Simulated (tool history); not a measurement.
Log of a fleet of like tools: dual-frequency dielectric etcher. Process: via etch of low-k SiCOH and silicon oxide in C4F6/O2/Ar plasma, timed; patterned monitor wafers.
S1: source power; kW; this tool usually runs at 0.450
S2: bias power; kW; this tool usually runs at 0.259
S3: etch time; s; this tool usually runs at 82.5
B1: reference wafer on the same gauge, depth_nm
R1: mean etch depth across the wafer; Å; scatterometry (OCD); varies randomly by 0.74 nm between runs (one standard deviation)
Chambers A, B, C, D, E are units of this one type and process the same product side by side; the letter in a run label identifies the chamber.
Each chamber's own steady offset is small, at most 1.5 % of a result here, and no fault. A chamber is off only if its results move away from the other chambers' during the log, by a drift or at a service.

run	hour	S1	S2	S3	B1	R1
1C	6.2	0.450	0.259	82.5	272.94	2733.2
2E	10.5	0.450	0.259	82.5	272.80	2712.2
3D	16.6	0.450	0.259	82.5	272.96	2704.1
# hour 17.5: chamber D: wet clean of the chamber
# hour 21.2: chamber A: wet clean of the chamber
4B	22.2	0.450	0.259	82.5	273.08	2782.8
5A	26.3	0.410	0.287	82.5	273.00	2694.2
6A	30.6	0.410	0.287	82.5	272.99	2718.8
7C	38.6	0.410	0.287	82.5	273.05	2736.3
# hour 40.0: chamber E: wet clean of the chamber
8D	45.2	0.410	0.287	82.5	273.12	2697.2
9E	50.5	0.410	0.287	82.5	273.06	2706.9
10B	58.2	0.450	0.259	82.5	273.03	2753.2
11A	66.3	0.450	0.319	82.5	272.83	2906.2
12E	74.8	0.450	0.319	82.5	272.99	2896.5
13C	82.8	0.450	0.319	82.5	273.00	2927.9
14B	87.4	0.450	0.319	82.5	273.13	2984.5
15D	94.9	0.450	0.319	82.5	273.07	2895.2
16D	100.9	0.450	0.259	82.5	273.11	2690.1
17A	107.0	0.450	0.259	82.5	273.06	2705.4
18B	115.2	0.450	0.259	82.5	273.03	2764.9
19C	119.4	0.450	0.259	82.5	272.85	2744.9
20E	124.7	0.450	0.259	82.5	273.03	2701.0
21E	132.8	0.450	0.259	82.5	273.06	2686.5
22D	140.4	0.450	0.259	82.5	273.00	2700.7
23A	148.6	0.450	0.259	82.5	272.91	2708.5
24B	157.2	0.450	0.259	82.5	273.19	2755.7
25C	164.0	0.350	0.259	96.5	273.00	2963.8
26B	172.9	0.350	0.259	96.5	273.04	2951.4
27C	177.8	0.350	0.259	96.5	272.87	2961.2
28A	183.8	0.350	0.259	96.5	272.83	2878.0
29D	190.1	0.350	0.259	96.5	273.00	2866.8
30E	195.5	0.450	0.259	82.5	273.09	2709.2
31E	203.8	0.450	0.259	82.5	272.96	2713.7
32A	210.0	0.450	0.259	82.5	273.01	2710.6
33D	218.1	0.450	0.259	82.5	273.00	2704.0
34B	226.5	0.450	0.259	82.5	272.94	2763.1
35C	234.1	0.450	0.259	82.5	273.00	2812.2

Has any chamber moved away from the others, gradually or after a service, or does the common gauge drift, or do the chambers differ only by their own small steady offsets? State the chamber and the most likely cause if one applies.

One chamber, C, drifts off from the rest bit by bit.
What lies behind it: etch rate over this chamber's usual, % = 2.76.

Chamber C could run next with any of the 4 candidate recipes listed below; each alters the usual settings, and their results appear as question marks. Which one brings its results back in line with what the other chambers deliver on the usual settings?
To be in line, a result may differ from the other chambers' mean on the usual settings by at most: R1 26.0 Å
36C-1	240.5	0.450	0.210	82.5		?
36C-2	240.5	0.460	0.262	87.5		?
36C-3	240.5	0.450	0.257	80.0		?
36C-4	240.5	0.470	0.271	82.5		?

What the other chambers average on the usual settings: R1 2718.6 Å
run	R1
36C-1	2621.4
36C-2	3014.1
36C-3	2715.5
36C-4	2897.5
With 36C-3, the chamber falls back in line with the rest.
